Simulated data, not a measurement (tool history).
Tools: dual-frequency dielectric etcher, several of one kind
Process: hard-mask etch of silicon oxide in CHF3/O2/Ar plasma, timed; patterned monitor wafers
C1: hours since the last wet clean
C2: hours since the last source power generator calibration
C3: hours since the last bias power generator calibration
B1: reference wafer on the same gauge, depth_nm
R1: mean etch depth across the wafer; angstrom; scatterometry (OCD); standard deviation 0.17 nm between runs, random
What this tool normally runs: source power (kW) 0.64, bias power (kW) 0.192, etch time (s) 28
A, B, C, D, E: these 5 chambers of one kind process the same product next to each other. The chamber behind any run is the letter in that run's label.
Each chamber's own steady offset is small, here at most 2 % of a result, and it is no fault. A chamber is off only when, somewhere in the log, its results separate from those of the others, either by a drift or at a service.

run 1D hour=13.2 | source_power_(kW)=0.64 bias_power_(kW)=0.192 etch_time_(s)=28 | C1=143.3 C2=699.6 C3=2112.4 | B1=59.533 | R1=583.04
run 2A hour=25.5 | source_power_(kW)=0.64 bias_power_(kW)=0.192 etch_time_(s)=28 | C1=290.7 C2=1789 C3=249.4 | B1=59.556 | R1=588.03
run 3B hour=40.5 | source_power_(kW)=0.64 bias_power_(kW)=0.192 etch_time_(s)=28 | C1=369 C2=2517.9 C3=777.3 | B1=59.589 | R1=570.52
run 4C hour=48.3 | source_power_(kW)=0.64 bias_power_(kW)=0.192 etch_time_(s)=28 | C1=397.7 C2=737.3 C3=551.6 | B1=59.618 | R1=583.22
run 5E hour=56 | source_power_(kW)=0.64 bias_power_(kW)=0.192 etch_time_(s)=28 | C1=192.1 C2=2750.4 C3=866.8 | B1=59.596 | R1=581.22
run 6C hour=64.4 | source_power_(kW)=0.64 bias_power_(kW)=0.226 etch_time_(s)=32.5 | C1=413.8 C2=753.4 C3=567.7 | B1=59.617 | R1=715.16
run 7D hour=74.1 | source_power_(kW)=0.64 bias_power_(kW)=0.226 etch_time_(s)=32.5 | C1=204.2 C2=760.5 C3=2173.3 | B1=59.579 | R1=714.82
run 8A hour=84.7 | source_power_(kW)=0.64 bias_power_(kW)=0.226 etch_time_(s)=32.5 | C1=349.9 C2=1848.2 C3=308.6 | B1=59.609 | R1=723.82
-- hour=94.8 chamber C: wet clean of the chamber
run 9E hour=96.3 | source_power_(kW)=0.64 bias_power_(kW)=0.226 etch_time_(s)=32.5 | C1=232.4 C2=2790.7 C3=907.1 | B1=59.61 | R1=714.99
run 10B hour=107.3 | source_power_(kW)=0.64 bias_power_(kW)=0.226 etch_time_(s)=32.5 | C1=435.8 C2=2584.7 C3=844.1 | B1=59.617 | R1=698.32
run 11E hour=116.7 | source_power_(kW)=0.64 bias_power_(kW)=0.192 etch_time_(s)=28 | C1=252.8 C2=2811.1 C3=927.5 | B1=59.592 | R1=580.62
run 12A hour=129.9 | source_power_(kW)=0.64 bias_power_(kW)=0.192 etch_time_(s)=28 | C1=395.1 C2=1893.4 C3=353.8 | B1=59.61 | R1=587.05
-- hour=144.7 chamber B: wet clean of the chamber
run 13D hour=145.1 | source_power_(kW)=0.64 bias_power_(kW)=0.192 etch_time_(s)=28 | C1=275.2 C2=831.5 C3=2244.3 | B1=59.626 | R1=582.69
run 14B hour=159.8 | source_power_(kW)=0.64 bias_power_(kW)=0.192 etch_time_(s)=28 | C1=15.2 C2=2637.2 C3=896.6 | B1=59.634 | R1=560.8
run 15C hour=175.2 | source_power_(kW)=0.64 bias_power_(kW)=0.192 etch_time_(s)=23 | C1=80.4 C2=864.2 C3=678.5 | B1=59.639 | R1=478.22
run 16B hour=190.2 | source_power_(kW)=0.64 bias_power_(kW)=0.192 etch_time_(s)=23 | C1=45.6 C2=2667.6 C3=927 | B1=59.596 | R1=459.63
run 17C hour=200.1 | source_power_(kW)=0.64 bias_power_(kW)=0.192 etch_time_(s)=23 | C1=105.3 C2=889.1 C3=703.4 | B1=59.596 | R1=477.27
run 18E hour=209.2 | source_power_(kW)=0.64 bias_power_(kW)=0.192 etch_time_(s)=23 | C1=345.3 C2=2903.6 C3=1020 | B1=59.587 | R1=476.68
run 19A hour=222.4 | source_power_(kW)=0.64 bias_power_(kW)=0.192 etch_time_(s)=23 | C1=487.6 C2=1985.9 C3=446.3 | B1=59.638 | R1=482.02
run 20D hour=238.5 | source_power_(kW)=0.64 bias_power_(kW)=0.192 etch_time_(s)=28 | C1=368.6 C2=924.9 C3=2337.7 | B1=59.628 | R1=582.31
-- hour=254.3 chamber E: wet clean of the chamber
run 21A hour=254.6 | source_power_(kW)=0.64 bias_power_(kW)=0.192 etch_time_(s)=28 | C1=519.8 C2=2018.1 C3=478.5 | B1=59.56 | R1=587.81
run 22E hour=266 | source_power_(kW)=0.64 bias_power_(kW)=0.192 etch_time_(s)=28 | C1=11.7 C2=2960.4 C3=1076.8 | B1=59.618 | R1=580.43
run 23C hour=274 | source_power_(kW)=0.64 bias_power_(kW)=0.192 etch_time_(s)=28 | C1=179.2 C2=963 C3=777.3 | B1=59.612 | R1=584.75
run 24D hour=284.4 | source_power_(kW)=0.64 bias_power_(kW)=0.192 etch_time_(s)=28 | C1=414.5 C2=970.8 C3=2383.6 | B1=59.609 | R1=584.33
run 25B hour=300 | source_power_(kW)=0.5 bias_power_(kW)=0.192 etch_time_(s)=33.5 | C1=155.4 C2=2777.4 C3=1036.8 | B1=59.597 | R1=610.32
-- hour=306.1 chamber D: wet clean of the chamber
run 26B hour=309.2 | source_power_(kW)=0.5 bias_power_(kW)=0.192 etch_time_(s)=33.5 | C1=164.6 C2=2786.6 C3=1046 | B1=59.636 | R1=611.72
-- hour=318.2 chamber A: wet clean of the chamber
run 27E hour=320.8 | source_power_(kW)=0.5 bias_power_(kW)=0.192 etch_time_(s)=33.5 | C1=66.5 C2=3015.2 C3=1131.6 | B1=59.575 | R1=634.71
run 28A hour=328.6 | source_power_(kW)=0.5 bias_power_(kW)=0.192 etch_time_(s)=33.5 | C1=10.4 C2=2092.1 C3=552.5 | B1=59.58 | R1=640.53
run 29C hour=339.8 | source_power_(kW)=0.5 bias_power_(kW)=0.192 etch_time_(s)=33.5 | C1=245 C2=1028.8 C3=843.1 | B1=59.607 | R1=630.17
run 30D hour=353.8 | source_power_(kW)=0.64 bias_power_(kW)=0.192 etch_time_(s)=28 | C1=47.7 C2=1040.2 C3=2453 | B1=59.576 | R1=587.04
run 31A hour=368.2 | source_power_(kW)=0.64 bias_power_(kW)=0.192 etch_time_(s)=28 | C1=50 C2=2131.7 C3=592.1 | B1=59.594 | R1=588.19

Decide between three cases: one chamber stands off from its peers, the gauge reading all wafers drifts, or nothing is wrong past each chamber's small offset. Where a chamber is off, say which and what most likely put it there.

Chamber B has stood off from the others ever since a service on it.
Cause: etch rate under this chamber's usual, % = 1.99.

Below are 4 candidate recipes for chamber B's next run, each the usual settings with a change, their results shown as question marks. Which of them brings B's results back in line with what the other chambers give on the usual settings?
Counts as in line when no further than this from what the other chambers average on the usual settings: R1 6 angstrom
run 32B-1 hour=379.8 | source_power_(kW)=0.64 bias_power_(kW)=0.19 etch_time_(s)=27 | R1=?
run 32B-2 hour=379.8 | source_power_(kW)=0.64 bias_power_(kW)=0.191 etch_time_(s)=27.5 | R1=?
run 32B-3 hour=379.8 | source_power_(kW)=0.64 bias_power_(kW)=0.193 etch_time_(s)=28.5 | R1=?
run 32B-4 hour=379.8 | source_power_(kW)=0.65 bias_power_(kW)=0.194 etch_time_(s)=29 | R1=?

What the other chambers average on the usual settings: R1 584.1 angstrom
run=32B-1 R1=536.51
run=32B-2 R1=547.43
run=32B-3 R1=569.35
run=32B-4 R1=583.76
Change 32B-4 lands the chamber within the allowed miss of the other chambers.
